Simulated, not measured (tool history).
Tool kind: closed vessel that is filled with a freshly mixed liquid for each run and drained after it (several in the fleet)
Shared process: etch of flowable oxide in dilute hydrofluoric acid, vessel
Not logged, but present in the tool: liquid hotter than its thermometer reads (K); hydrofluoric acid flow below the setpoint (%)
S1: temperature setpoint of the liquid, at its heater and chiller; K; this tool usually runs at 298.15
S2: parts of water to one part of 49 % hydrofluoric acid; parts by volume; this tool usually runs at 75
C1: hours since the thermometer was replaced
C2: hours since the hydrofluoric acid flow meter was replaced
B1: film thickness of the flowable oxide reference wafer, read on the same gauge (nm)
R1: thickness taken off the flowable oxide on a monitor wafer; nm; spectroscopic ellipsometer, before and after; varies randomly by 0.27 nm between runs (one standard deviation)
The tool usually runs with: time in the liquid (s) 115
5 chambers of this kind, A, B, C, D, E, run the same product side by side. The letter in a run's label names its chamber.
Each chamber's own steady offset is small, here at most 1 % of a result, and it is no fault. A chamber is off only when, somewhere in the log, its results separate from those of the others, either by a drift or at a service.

{"run": "1D", "day": 0.271, "S1": 298.15, "S2": 75, "time in the liquid (s)": 115, "C1": 520.3, "C2": 2432.1, "B1": 99.999, "R1": 51.444}
{"run": "2E", "day": 0.542, "S1": 298.15, "S2": 75, "time in the liquid (s)": 115, "C1": 560.8, "C2": 1454.8, "B1": 100, "R1": 52.178}
{"run": "3C", "day": 0.883, "S1": 298.15, "S2": 75, "time in the liquid (s)": 115, "C1": 533.5, "C2": 625.8, "B1": 100.01, "R1": 52.907}
{"run": "4B", "day": 1.2, "S1": 298.15, "S2": 75, "time in the liquid (s)": 115, "C1": 232.4, "C2": 1332.8, "B1": 100.02, "R1": 51.794}
{"run": "5A", "day": 1.458, "S1": 298.15, "S2": 75, "time in the liquid (s)": 115, "C1": 610.9, "C2": 1704, "B1": 100.03, "R1": 51.568}
{"run": "6E", "day": 1.838, "S1": 298.15, "S2": 75, "time in the liquid (s)": 115, "C1": 591.9, "C2": 1485.9, "B1": 100, "R1": 52.291}
{"run": "7B", "day": 2.408, "S1": 298.15, "S2": 75, "time in the liquid (s)": 115, "C1": 261.4, "C2": 1361.8, "B1": 100, "R1": 51.561}
{"run": "8A", "day": 2.725, "S1": 298.15, "S2": 75, "time in the liquid (s)": 115, "C1": 641.3, "C2": 1734.4, "B1": 99.997, "R1": 51.579}
{"day": 2.762, "done": "chamber D: hydrofluoric acid flow meter replaced"}
{"run": "9C", "day": 3.029, "S1": 298.15, "S2": 75, "time in the liquid (s)": 115, "C1": 585, "C2": 677.3, "B1": 99.991, "R1": 52.689}
{"run": "10D", "day": 3.471, "S1": 298.15, "S2": 75, "time in the liquid (s)": 115, "C1": 597.1, "C2": 17, "B1": 99.979, "R1": 52.174}
{"run": "11B", "day": 3.783, "S1": 298.15, "S2": 75, "time in the liquid (s)": 115, "C1": 294.4, "C2": 1394.8, "B1": 100.03, "R1": 51.718}
{"day": 4.262, "done": "chamber A: hydrofluoric acid flow meter replaced"}
{"run": "12E", "day": 4.288, "S1": 298.15, "S2": 75, "time in the liquid (s)": 115, "C1": 650.7, "C2": 1544.7, "B1": 99.993, "R1": 52.399}
{"run": "13C", "day": 4.562, "S1": 298.15, "S2": 75, "time in the liquid (s)": 115, "C1": 621.8, "C2": 714.1, "B1": 99.998, "R1": 52.283}
{"run": "14D", "day": 4.829, "S1": 298.15, "S2": 75, "time in the liquid (s)": 115, "C1": 629.7, "C2": 49.6, "B1": 99.961, "R1": 51.802}
{"run": "15A", "day": 5.371, "S1": 298.15, "S2": 75, "time in the liquid (s)": 115, "C1": 704.8, "C2": 26.6, "B1": 99.991, "R1": 52.057}
{"run": "16C", "day": 5.804, "S1": 298.15, "S2": 95, "time in the liquid (s)": 50, "C1": 651.6, "C2": 743.9, "B1": 100.01, "R1": 17.444}
{"run": "17A", "day": 6.146, "S1": 298.15, "S2": 95, "time in the liquid (s)": 50, "C1": 723.4, "C2": 45.2, "B1": 99.992, "R1": 17.471}
{"run": "18D", "day": 6.496, "S1": 298.15, "S2": 95, "time in the liquid (s)": 50, "C1": 669.7, "C2": 89.6, "B1": 100, "R1": 17.215}
{"run": "19B", "day": 6.796, "S1": 298.15, "S2": 95, "time in the liquid (s)": 50, "C1": 366.7, "C2": 1467.1, "B1": 100, "R1": 17.292}
{"run": "20E", "day": 7.254, "S1": 298.15, "S2": 95, "time in the liquid (s)": 50, "C1": 721.9, "C2": 1615.9, "B1": 99.974, "R1": 17.44}
{"run": "21B", "day": 7.796, "S1": 298.15, "S2": 75, "time in the liquid (s)": 115, "C1": 390.7, "C2": 1491.1, "B1": 99.993, "R1": 51.852}
{"run": "22D", "day": 8.233, "S1": 298.15, "S2": 75, "time in the liquid (s)": 115, "C1": 711.4, "C2": 131.3, "B1": 100.01, "R1": 51.525}
{"run": "23C", "day": 8.662, "S1": 298.15, "S2": 75, "time in the liquid (s)": 115, "C1": 720.2, "C2": 812.5, "B1": 99.984, "R1": 52.221}
{"run": "24A", "day": 9.196, "S1": 298.15, "S2": 75, "time in the liquid (s)": 115, "C1": 796.6, "C2": 118.4, "B1": 100.02, "R1": 52.05}
{"run": "25E", "day": 9.617, "S1": 298.15, "S2": 75, "time in the liquid (s)": 115, "C1": 778.6, "C2": 1672.6, "B1": 100.03, "R1": 52.867}
{"run": "26E", "day": 10.125, "S1": 298.15, "S2": 75, "time in the liquid (s)": 115, "C1": 790.8, "C2": 1684.8, "B1": 99.988, "R1": 52.679}
{"run": "27C", "day": 10.504, "S1": 298.15, "S2": 75, "time in the liquid (s)": 115, "C1": 764.4, "C2": 856.7, "B1": 99.961, "R1": 52.341}
{"run": "28D", "day": 11.058, "S1": 298.15, "S2": 75, "time in the liquid (s)": 115, "C1": 779.2, "C2": 199.1, "B1": 99.987, "R1": 51.381}
{"run": "29A", "day": 11.467, "S1": 293.65, "S2": 75, "time in the liquid (s)": 115, "C1": 851.1, "C2": 172.9, "B1": 100, "R1": 43.523}
{"run": "30B", "day": 12.012, "S1": 293.65, "S2": 75, "time in the liquid (s)": 115, "C1": 491.9, "C2": 1592.3, "B1": 99.995, "R1": 43.274}
{"run": "31D", "day": 12.517, "S1": 293.65, "S2": 75, "time in the liquid (s)": 115, "C1": 814.2, "C2": 234.1, "B1": 100, "R1": 42.985}
{"run": "32A", "day": 12.979, "S1": 293.65, "S2": 75, "time in the liquid (s)": 115, "C1": 887.4, "C2": 209.2, "B1": 99.994, "R1": 43.302}
{"run": "33E", "day": 13.558, "S1": 293.65, "S2": 75, "time in the liquid (s)": 115, "C1": 873.2, "C2": 1767.2, "B1": 100, "R1": 43.644}
{"run": "34B", "day": 13.912, "S1": 298.15, "S2": 75, "time in the liquid (s)": 115, "C1": 537.5, "C2": 1637.9, "B1": 100.03, "R1": 51.529}
{"run": "35C", "day": 14.446, "S1": 301.65, "S2": 75, "time in the liquid (s)": 115, "C1": 859, "C2": 951.3, "B1": 99.985, "R1": 59.839}
{"run": "36E", "day": 14.858, "S1": 301.65, "S2": 75, "time in the liquid (s)": 115, "C1": 904.4, "C2": 1798.4, "B1": 100.01, "R1": 60.55}

Next, all 5 chambers run the settings below, one line each with question marks for the results. What does each chamber give?
{"run": "37A", "day": 15.275, "S1": 298.15, "S2": 75, "time in the liquid (s)": 135, "R1": "?"}
{"run": "37B", "day": 15.275, "S1": 298.15, "S2": 75, "time in the liquid (s)": 135, "R1": "?"}
{"run": "37C", "day": 15.275, "S1": 298.15, "S2": 75, "time in the liquid (s)": 135, "R1": "?"}
{"run": "37D", "day": 15.275, "S1": 298.15, "S2": 75, "time in the liquid (s)": 135, "R1": "?"}
{"run": "37E", "day": 15.275, "S1": 298.15, "S2": 75, "time in the liquid (s)": 135, "R1": "?"}

run=37A R1=60.954
run=37B R1=60.694
run=37C R1=61.599
run=37D R1=60.18
run=37E R1=61.744
